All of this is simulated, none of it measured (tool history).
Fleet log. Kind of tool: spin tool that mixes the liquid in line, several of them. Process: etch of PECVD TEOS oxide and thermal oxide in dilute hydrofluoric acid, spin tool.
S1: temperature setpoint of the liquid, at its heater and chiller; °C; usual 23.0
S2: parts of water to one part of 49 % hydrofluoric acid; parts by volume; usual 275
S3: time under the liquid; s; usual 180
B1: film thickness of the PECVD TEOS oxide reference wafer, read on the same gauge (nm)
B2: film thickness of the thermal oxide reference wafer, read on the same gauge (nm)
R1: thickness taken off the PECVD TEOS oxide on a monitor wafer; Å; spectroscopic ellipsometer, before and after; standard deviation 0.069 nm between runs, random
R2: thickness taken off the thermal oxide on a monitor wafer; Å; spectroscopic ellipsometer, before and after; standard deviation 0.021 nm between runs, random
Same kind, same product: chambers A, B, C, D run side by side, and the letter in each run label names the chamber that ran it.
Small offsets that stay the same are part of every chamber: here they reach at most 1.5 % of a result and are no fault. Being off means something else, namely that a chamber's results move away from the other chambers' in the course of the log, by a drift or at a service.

Run 1B, hour 5.7: usual settings; B1 70.001; B2 119.99. Result: R1 73.124 Å, R2 25.575 Å.
Run 2C, hour 9.9: usual settings; B1 70.000; B2 120.01. Result: R1 71.938 Å, R2 25.572 Å.
Run 3D, hour 16.6: usual settings; B1 70.006; B2 119.99. Result: R1 70.433 Å, R2 25.032 Å.
Run 4A, hour 22.9: usual settings; B1 69.997; B2 120.01. Result: R1 71.588 Å, R2 25.195 Å.
Run 5B, hour 28.7: usual settings; B1 69.994; B2 120.03. Result: R1 71.308 Å, R2 25.646 Å.
Run 6D, hour 34.6: usual settings; B1 69.979; B2 119.95. Result: R1 70.648 Å, R2 25.490 Å.
Run 7C, hour 40.5: usual settings; B1 70.005; B2 120.03. Result: R1 71.264 Å, R2 25.576 Å.
Run 8A, hour 49.5: usual settings; B1 70.006; B2 120.01. Result: R1 71.246 Å, R2 25.382 Å.
At hour 51.7: chamber B: hydrofluoric acid flow meter replaced.
Run 9C, hour 54.0: usual settings; B1 69.997; B2 120.03. Result: R1 72.081 Å, R2 25.213 Å.
Run 10A, hour 61.4: usual settings; B1 69.980; B2 119.98. Result: R1 73.065 Å, R2 25.226 Å.
Run 11B, hour 67.7: usual settings; B1 69.990; B2 119.95. Result: R1 71.016 Å, R2 25.675 Å.
Run 12D, hour 76.3: usual settings; B1 70.002; B2 120.00. Result: R1 71.161 Å, R2 25.419 Å.
Run 13C, hour 84.6: usual settings; B1 69.960; B2 120.01. Result: R1 71.204 Å, R2 25.501 Å.
Run 14D, hour 92.0: usual settings; B1 70.017; B2 120.01. Result: R1 70.592 Å, R2 25.794 Å.
Run 15A, hour 97.7: usual settings; B1 69.976; B2 120.04. Result: R1 71.989 Å, R2 24.891 Å.
Run 16B, hour 105.3: usual settings; B1 70.006; B2 119.99. Result: R1 71.418 Å, R2 25.257 Å.
Run 17A, hour 114.3: usual settings but S1 26.5 °C, S3 245 s; B1 69.992; B2 120.03. Result: R1 107.860 Å, R2 37.940 Å.
Run 18B, hour 122.9: usual settings but S1 26.5 °C, S3 245 s; B1 69.972; B2 120.03. Result: R1 108.900 Å, R2 39.008 Å.
Run 19D, hour 131.8: usual settings but S1 26.5 °C, S3 245 s; B1 69.971; B2 119.98. Result: R1 109.640 Å, R2 39.622 Å.
Run 20C, hour 140.7: usual settings but S1 26.5 °C, S3 245 s; B1 70.017; B2 119.99. Result: R1 108.330 Å, R2 38.961 Å.
Run 21B, hour 148.6: usual settings; B1 70.002; B2 120.01. Result: R1 72.107 Å, R2 25.318 Å.
Run 22C, hour 153.7: usual settings; B1 70.008; B2 119.98. Result: R1 71.252 Å, R2 25.508 Å.
Run 23D, hour 160.0: usual settings; B1 69.993; B2 120.00. Result: R1 71.011 Å, R2 25.792 Å.
Run 24A, hour 168.8: usual settings; B1 70.004; B2 120.00. Result: R1 68.914 Å, R2 24.411 Å.
Run 25D, hour 173.8: usual settings; B1 70.004; B2 120.01. Result: R1 71.540 Å, R2 25.734 Å.
Run 26B, hour 180.7: usual settings; B1 70.032; B2 120.01. Result: R1 71.103 Å, R2 25.493 Å.
Run 27C, hour 186.9: usual settings but S1 26.5 °C; B1 69.992; B2 119.97. Result: R1 79.874 Å, R2 28.404 Å.
Run 28A, hour 195.4: usual settings but S1 26.5 °C; B1 69.990; B2 120.03. Result: R1 77.075 Å, R2 27.597 Å.
Run 29C, hour 200.1: usual settings but S1 26.5 °C; B1 70.000; B2 119.97. Result: R1 80.836 Å, R2 28.756 Å.
Run 30B, hour 205.9: usual settings but S1 26.5 °C; B1 69.971; B2 120.02. Result: R1 80.062 Å, R2 28.606 Å.
Run 31D, hour 210.9: usual settings; B1 69.989; B2 119.99. Result: R1 70.634 Å, R2 25.436 Å.
Run 32A, hour 214.8: usual settings; B1 69.994; B2 119.97. Result: R1 68.084 Å, R2 24.527 Å.
Run 33B, hour 223.0: usual settings; B1 69.963; B2 119.97. Result: R1 71.047 Å, R2 25.529 Å.
Run 34C, hour 229.7: usual settings; B1 69.993; B2 119.98. Result: R1 71.232 Å, R2 25.693 Å.
Run 35D, hour 235.8: usual settings; B1 69.993; B2 119.99. Result: R1 70.385 Å, R2 25.568 Å.
Run 36A, hour 243.1: usual settings; B1 69.974; B2 119.97. Result: R1 68.960 Å, R2 23.848 Å.
Run 37D, hour 248.2: usual settings; B1 69.984; B2 120.00. Result: R1 70.927 Å, R2 25.722 Å.
Run 38C, hour 254.0: usual settings; B1 70.003; B2 120.00. Result: R1 70.991 Å, R2 25.507 Å.
Run 39B, hour 260.6: usual settings; B1 70.012; B2 119.97. Result: R1 70.493 Å, R2 25.438 Å.
Run 40A, hour 267.4: usual settings; B1 69.985; B2 120.01. Result: R1 66.597 Å, R2 23.714 Å.
Run 41B, hour 273.4: usual settings; B1 69.990; B2 119.99. Result: R1 71.994 Å, R2 25.307 Å.

For the next run the whole fleet of 4 chambers uses the same settings. Give each chamber's results:
Run 42A, hour 280.0: usual settings. Result: R1 ?, R2 ?.
Run 42B, hour 280.0: usual settings. Result: R1 ?, R2 ?.
Run 42C, hour 280.0: usual settings. Result: R1 ?, R2 ?.
Run 42D, hour 280.0: usual settings. Result: R1 ?, R2 ?.

run      R1      R2
42A  67.478  23.468
42B  70.502  25.125
42C  71.277  25.474
42D  71.296  25.381
